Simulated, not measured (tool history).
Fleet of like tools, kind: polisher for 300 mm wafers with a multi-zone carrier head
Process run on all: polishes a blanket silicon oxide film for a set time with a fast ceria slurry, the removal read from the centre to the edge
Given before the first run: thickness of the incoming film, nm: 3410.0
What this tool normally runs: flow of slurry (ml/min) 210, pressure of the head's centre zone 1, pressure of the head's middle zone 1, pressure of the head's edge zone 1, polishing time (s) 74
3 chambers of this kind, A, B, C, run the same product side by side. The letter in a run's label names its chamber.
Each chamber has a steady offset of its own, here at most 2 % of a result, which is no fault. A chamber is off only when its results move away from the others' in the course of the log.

run   hour  flow of slurry (ml/min)  pressure of the head's centre zone  pressure of the head's middle zone  pressure of the head's edge zone  polishing time (s)  wafers polished on this pad  hours since the slurry nozzle was cleaned  hours since the centre zone pressure was calibrated  hours since the edge zone pressure was calibrated  film removed at the wafer's centre (angstrom)  film removed at mid-radius (angstrom)  film removed at the wafer's edge (angstrom)
       2.1  -- chamber A: worn pad replaced by a new one
 1B    3.8                      210                                   1                                   1                                 1                  74                          174                                      271.1                                                208.1                                              566.3                                          10204                                  10421                                        10308
 2C   11.3                      210                                   1                                   1                                 1                  74                          146                                      483.8                                                493.7                                              611.1                                          10483                                  10158                                        10303
 3A     18                      210                                   1                                   1                                 1                  74                          204                                      628.8                                               1439.5                                              881.8                                          10293                                  10278                                        10241
 4C   23.9                      210                                   1                                   1                                 1                  74                          307                                      496.4                                                506.3                                              623.7                                          10362                                  10245                                        10281
      25.8  -- chamber C: slurry nozzle cleaned
 5B   31.5                      210                                   1                                   1                              1.09                  74                          529                                      298.8                                                235.8                                                594                                          10070                                  10339                                        10671
 6A   35.8                      210                                   1                                   1                              1.09                  74                          432                                      646.6                                               1457.3                                              899.6                                          10392                                  10527                                        10876
 7B   40.9                      210                                   1                                   1                              1.09                  74                          649                                      308.2                                                245.2                                              603.4                                          10427                                  10333                                        10691
        44  -- chamber C: worn pad replaced by a new one
 8A   46.6                      210                                   1                                   1                                 1                  74                          570                                      657.4                                               1468.1                                              910.4                                          10230                                  10354                                        10312
 9C   52.4                      210                                   1                                   1                              0.94                  87                          107                                       26.6                                                534.8                                              652.2                                          12448                                  12097                                        11815
10C   59.5                      210                                   1                                   1                              0.94                  87                          198                                       33.7                                                541.9                                              659.3                                          11960                                  12122                                        11731
      59.8  -- chamber B: worn pad replaced by a new one
      64.5  -- chamber A: centre zone pressure recalibrated
11B   64.6                      210                                   1                                   1                              0.94                  87                           62                                      331.9                                                268.9                                              627.1                                          12091                                  11952                                        11515
      68.4  -- chamber A: worn pad replaced by a new one
12A     73                      210                                   1                                   1                                 1                  74                           59                                      683.8                                                  8.5                                              936.8                                          10030                                  10529                                        10346
13A   80.5                      210                                   1                                   1                                 1                  74                          155                                      691.3                                                   16                                              944.3                                          10158                                  10229                                        10279
14C   87.6                      240                                   1                                   1                                 1                  74                          559                                       61.8                                                  570                                              687.4                                          10891                                  10651                                        10595
      89.1  -- chamber C: worn pad replaced by a new one
      93.7  -- chamber B: centre zone pressure recalibrated
15B   93.9                      240                                   1                                   1                                 1                  74                          438                                      361.2                                                  0.3                                              656.4                                          10354                                  10349                                        10037
16A     99                      240                                   1                                   1                                 1                  74                          392                                      709.8                                                 34.5                                              962.8                                          10595                                  10703                                        10420
17C  107.1                      210                                   1                                   1                                 1                  74                          231                                       81.3                                                589.5                                              706.9                                          10585                                  10237                                        10285
18B  113.2                      210                                   1                                   1                                 1                  74                          685                                      380.5                                                 19.6                                              675.7                                         9664.7                                 9681.4                                       9713.8
19C  120.2                      210                                   1                                   1                                 1                  74                          399                                       94.4                                                602.6                                                720                                          10256                                  10279                                        10424
     124.6  -- chamber B: worn pad replaced by a new one
20B  126.3                      210                                   1                                   1                                 1                  74                           22                                      393.6                                                 32.7                                              688.8                                         9322.8                                 9594.8                                       9708.1
21A  132.5                      210                                   1                                   1                                 1                  74                          822                                      743.3                                                   68                                              996.3                                          10206                                  10513                                        10384
22A  136.4                      210                                   1                                   1                                 1                  74                          872                                      747.2                                                 71.9                                             1000.2                                          10179                                  10574                                        10250

Is one chamber out of step, is the gauge drifting, or do the chambers differ by no more than their own small offsets? For an off chamber, give its letter and the likeliest cause.

Little by little, chamber B moves away from the other chambers.
Cause: slurry flow missing at the pad, % = 42.8.

Here are 4 candidates for chamber B's next run, each the usual settings with a change, their results left as question marks. Which one brings its results back in line with what the others give on the usual settings?
To be in line, a result may differ from the other chambers' mean on the usual settings by at most: film removed at the wafer's centre (angstrom) 530; film removed at mid-radius (angstrom) 270; film removed at the wafer's edge (angstrom) 250
23B-1  142.5                      195                                0.96                                0.98                              1.02                  63                                                                                                                                                                                                                              ?                                      ?                                            ?
23B-2  142.5                      225                                1.03                                1.03                              0.98                  86                                                                                                                                                                                                                              ?                                      ?                                            ?
23B-3  142.5                      220                                1.02                                1.01                              0.99                  80                                                                                                                                                                                                                              ?                                      ?                                            ?
23B-4  142.5                      200                                0.98                                0.99                              1.01                  68                                                                                                                                                                                                                              ?                                      ?                                            ?

Mean of the other chambers on the usual settings: film removed at the wafer's centre (angstrom) 10365; film removed at mid-radius (angstrom) 10378; film removed at the wafer's edge (angstrom) 10346
  run  film removed at the wafer's centre (angstrom)  film removed at mid-radius (angstrom)  film removed at the wafer's edge (angstrom)
23B-1                                         7379.4                                 7660.6                                       8108.3
23B-2                                          11335                                  11323                                        11093
23B-3                                          10369                                  10294                                        10340
23B-4                                         8211.4                                 8398.5                                       8743.9
Change 23B-3 lands the chamber within the allowed miss of the other chambers.

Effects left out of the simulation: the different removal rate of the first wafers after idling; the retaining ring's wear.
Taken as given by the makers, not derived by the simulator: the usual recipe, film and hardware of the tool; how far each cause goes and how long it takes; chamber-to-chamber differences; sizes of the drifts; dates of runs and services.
